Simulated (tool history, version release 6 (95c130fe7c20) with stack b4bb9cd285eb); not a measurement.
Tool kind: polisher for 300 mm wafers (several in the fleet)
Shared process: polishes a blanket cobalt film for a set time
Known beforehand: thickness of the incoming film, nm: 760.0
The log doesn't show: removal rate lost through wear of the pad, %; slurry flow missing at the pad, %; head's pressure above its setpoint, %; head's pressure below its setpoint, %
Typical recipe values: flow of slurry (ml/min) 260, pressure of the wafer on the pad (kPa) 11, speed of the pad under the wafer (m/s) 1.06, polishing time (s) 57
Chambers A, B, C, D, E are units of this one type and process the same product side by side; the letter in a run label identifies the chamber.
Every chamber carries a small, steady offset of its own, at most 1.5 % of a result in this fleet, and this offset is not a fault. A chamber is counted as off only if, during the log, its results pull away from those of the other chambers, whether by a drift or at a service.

run    day  flow of slurry (ml/min)  pressure of the wafer on the pad (kPa)  speed of the pad under the wafer (m/s)  polishing time (s)  wafers polished on this pad  hours since the slurry nozzle was cleaned  hours since the head pressure was calibrated  film removed (nm)
 1D  0.138                      260                                      11                                    1.06                  57                          762                                      266.5                                           314             209.75
 2B  0.321                      260                                      11                                    1.06                  57                          670                                      314.1                                         487.8             215.55
     0.454  -- chamber A: worn pad replaced by a new one
 3C  0.504                      260                                      11                                    1.06                  57                          189                                      111.8                                         507.9             210.04
 4E  0.662                      260                                      11                                    1.06                  57                          488                                       74.7                                         438.6             216.29
     0.717  -- chamber E: worn pad replaced by a new one
 5A   0.75                      260                                      11                                    1.06                  57                           68                                      377.6                                         415.2             205.67
 6B  0.854                      260                                      11                                    1.06                  57                          792                                      326.9                                         500.6             210.78
 7D  1.029                      260                                      11                                    1.06                  57                          965                                      287.9                                         335.4             213.55
 8E  1.221                      260                                      11                                    1.06                  57                          115                                       88.1                                           452             212.46
 9A  1.408                      260                                      11                                    1.06                  57                          218                                      393.4                                           431             214.38
10C  1.546                      260                                      11                                    1.06                  57                          427                                      136.8                                         532.9             211.24
11E  1.675                      260                                      11                                    1.06                  57                          219                                         99                                         462.9             220.24
12D  1.858                      260                                      11                                    1.06                  57                         1155                                      307.8                                         355.3             212.23
13A  1.942                      260                                      11                                    1.06                  57                          340                                      406.2                                         443.8             214.65
14B  2.112                      260                                      11                                    1.06                  57                         1080                                      357.1                                         530.8             209.71
15C  2.196                      260                                      11                                    1.06                  57                          575                                      152.4                                         548.5             213.91
16E  2.342                      260                                      11                                    1.06                  57                          371                                        115                                         478.9             213.53
     2.379  -- chamber A: worn pad replaced by a new one
17A  2.446                      260                                      11                                    1.18                  57                           15                                      418.3                                         455.9             234.12
18D  2.542                      260                                      11                                    1.18                  57                         1311                                      324.2                                         371.7             229.18
19C  2.625                      260                                      11                                    1.18                  57                          673                                      162.7                                         558.8             234.29
20B  2.754                      260                                      11                                    1.18                  57                         1226                                      372.5                                         546.2             225.06
21D  2.925                      260                                      11                                    1.18                  57                         1398                                      333.4                                         380.9             230.76
22E  3.054                      260                                      11                                    1.06                  57                          534                                      132.1                                           496             212.63
     3.154  -- chamber E: worn pad replaced by a new one
23C  3.204                      215                                      11                                    1.06                  43                          806                                      176.6                                         572.7             153.48
     3.308  -- chamber D: worn pad replaced by a new one
24A  3.329                      215                                      11                                    1.06                  43                          217                                      439.5                                         477.1             154.63
     3.438  -- chamber A: slurry nozzle cleaned
25B  3.517                      215                                      11                                    1.06                  43                         1400                                      390.8                                         564.5             148.85
26D    3.7                      215                                      11                                    1.06                  43                           90                                        352                                         399.5             153.12
27C  3.888                      215                                      11                                    1.06                  43                          962                                        193                                         589.1             155.15
28B   4.05                      260                                      11                                    1.06                  57                         1522                                      403.6                                         577.3             197.17
29A  4.129                      260                                      11                                    1.06                  57                          400                                       16.6                                         496.3             215.42
30E  4.229                      260                                      11                                    1.06                  57                          245                                      160.3                                         524.2             215.29
31C  4.383                      260                                      11                                    1.06                  57                         1075                                      204.9                                           601             211.73

Is one chamber out of step, is the gauge drifting, or do the chambers differ by no more than their own small offsets? For an off chamber, give its letter and the likeliest cause.

Little by little, chamber B moves away from the other chambers.
Cause: removal rate lost through wear of the pad, % = 11.7.
The log may not tell that from: head's pressure below its setpoint, %.

Below are 4 candidate recipes for chamber B's next run, each the usual settings with a change, their results shown as question marks. Which of them brings B's results back in line with what the other chambers give on the usual settings?
Maximum distance from the other chambers' mean on the usual settings for a result to count as in line: film removed (nm) 9.7
32B-1  4.517                      260                                    10.3                                    1.06                  54                                                                                                                                        ?
32B-2  4.517                      260                                      11                                     1.1                  57                                                                                                                                        ?
32B-3  4.517                      260                                      11                                    1.12                  60                                                                                                                                        ?
32B-4  4.517                      260                                      11                                    1.04                  56                                                                                                                                        ?

What the other chambers average on the usual settings: film removed (nm) 212.37
  run  film removed (nm)
32B-1             167.86
32B-2             195.97
32B-3             210.05
32B-4             181.98
32B-3 is the one that brings the chamber's results back in line with the other chambers.
